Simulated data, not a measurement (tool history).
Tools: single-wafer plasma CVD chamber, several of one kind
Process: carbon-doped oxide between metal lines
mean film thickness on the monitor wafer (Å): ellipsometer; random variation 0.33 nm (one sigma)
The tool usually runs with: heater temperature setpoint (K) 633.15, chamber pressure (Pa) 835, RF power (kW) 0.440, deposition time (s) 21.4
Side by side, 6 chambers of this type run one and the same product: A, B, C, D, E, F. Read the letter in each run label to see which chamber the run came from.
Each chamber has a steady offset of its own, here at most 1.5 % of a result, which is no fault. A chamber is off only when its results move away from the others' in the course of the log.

run   hour  heater temperature setpoint (K)  chamber pressure (Pa)  RF power (kW)  deposition time (s)  read-back reference wafer on the same gauge, thickness_nm  mean film thickness on the monitor wafer (Å)
 1C    4.7                           633.15                    835          0.440                 21.4                                                     111.93                                        994.34
 2B    9.2                           633.15                    835          0.440                 21.4                                                     112.00                                       1008.10
 3E   16.1                           633.15                    835          0.440                 21.4                                                     111.96                                       1009.40
 4D   24.5                           633.15                    835          0.440                 21.4                                                     112.02                                        995.97
 5A   30.7                           633.15                    835          0.440                 21.4                                                     111.97                                       1002.10
 6F   39.2                           633.15                    835          0.440                 21.4                                                     111.87                                       1004.30
 7E   43.6                           633.15                    835          0.440                 21.4                                                     111.99                                       1009.30
 8B   47.7                           633.15                    835          0.440                 21.4                                                     112.04                                       1008.80
 9C   52.1                           633.15                    835          0.440                 21.4                                                     111.98                                        995.11
10F   60.2                           633.15                    835          0.440                 21.4                                                     111.97                                       1005.10
11D   65.3                           633.15                    835          0.440                 21.4                                                     111.93                                       1002.90
12A   71.0                           633.15                    835          0.440                 21.4                                                     112.01                                       1002.60
13A   79.2                           633.15                    835          0.440                 21.4                                                     112.00                                       1004.90
14F   87.5                           633.15                    996          0.440                 21.4                                                     112.03                                       1023.90
      89.1  -- chamber F: capacitance manometer re-zeroed and calibrated
15E   95.1                           633.15                    996          0.440                 21.4                                                     112.00                                       1028.10
16D  102.5                           633.15                    996          0.440                 21.4                                                     111.98                                       1013.10
17C  111.7                           633.15                    996          0.440                 21.4                                                     112.08                                       1005.90
18B  117.2                           633.15                    996          0.440                 21.4                                                     112.05                                       1013.60
19D  121.6                           633.15                    996          0.440                 21.4                                                     111.93                                       1013.00
20B  130.1                           633.15                    835          0.440                 21.4                                                     112.08                                       1000.00
21C  139.2                           633.15                    835          0.440                 21.4                                                     111.91                                        999.17
22F  143.6                           633.15                    835          0.440                 21.4                                                     111.94                                       1006.50
23E  151.8                           633.15                    835          0.440                 21.4                                                     111.98                                       1013.00
24A  160.2                           633.15                    835          0.440                 21.4                                                     112.02                                       1005.90
25E  168.3                           633.15                    835          0.440                 21.4                                                     111.96                                       1008.30
26A  177.4                           633.15                    835          0.440                 21.4                                                     112.07                                       1001.50
27C  183.7                           633.15                    835          0.440                 21.4                                                     111.93                                        994.42
28D  190.2                           633.15                    835          0.440                 21.4                                                     112.04                                       1003.30
     195.0  -- chamber B: thermocouple changed; heater temperature recalibrated
29F  197.6                           633.15                    835          0.440                 21.4                                                     112.08                                       1011.00
30B  204.8                           633.15                    835          0.440                 21.4                                                     111.97                                        978.43
31C  209.3                           633.15                    905          0.440                 24.5                                                     111.97                                       1137.60
32F  218.5                           633.15                    905          0.440                 24.5                                                     111.95                                       1154.60
33D  226.0                           633.15                    905          0.440                 24.5                                                     111.95                                       1148.70
34A  231.5                           633.15                    905          0.440                 24.5                                                     111.97                                       1156.70
35E  236.2                           633.15                    905          0.440                 24.5                                                     111.97                                       1160.40
36B  242.0                           633.15                    905          0.440                 24.5                                                     111.97                                       1117.10
37D  247.7                           633.15                    835          0.440                 21.4                                                     112.09                                        998.74
38E  254.4                           633.15                    835          0.440                 21.4                                                     112.03                                       1011.70
39B  262.4                           633.15                    835          0.440                 21.4                                                     112.14                                        963.21
40C  266.6                           633.15                    835          0.365                 21.4                                                     112.01                                        861.46

All 6 chambers run these settings next. Forecast each chamber's results:
41A  273.3                           633.15                    835          0.440                 18.3                                                                                                        ?
41B  273.3                           633.15                    835          0.440                 18.3                                                                                                        ?
41C  273.3                           633.15                    835          0.440                 18.3                                                                                                        ?
41D  273.3                           633.15                    835          0.440                 18.3                                                                                                        ?
41E  273.3                           633.15                    835          0.440                 18.3                                                                                                        ?
41F  273.3                           633.15                    835          0.440                 18.3                                                                                                        ?

run  mean film thickness on the monitor wafer (Å)
41A                                        858.47
41B                                        826.90
41C                                        851.26
41D                                        858.38
41E                                        866.78
41F                                        865.06
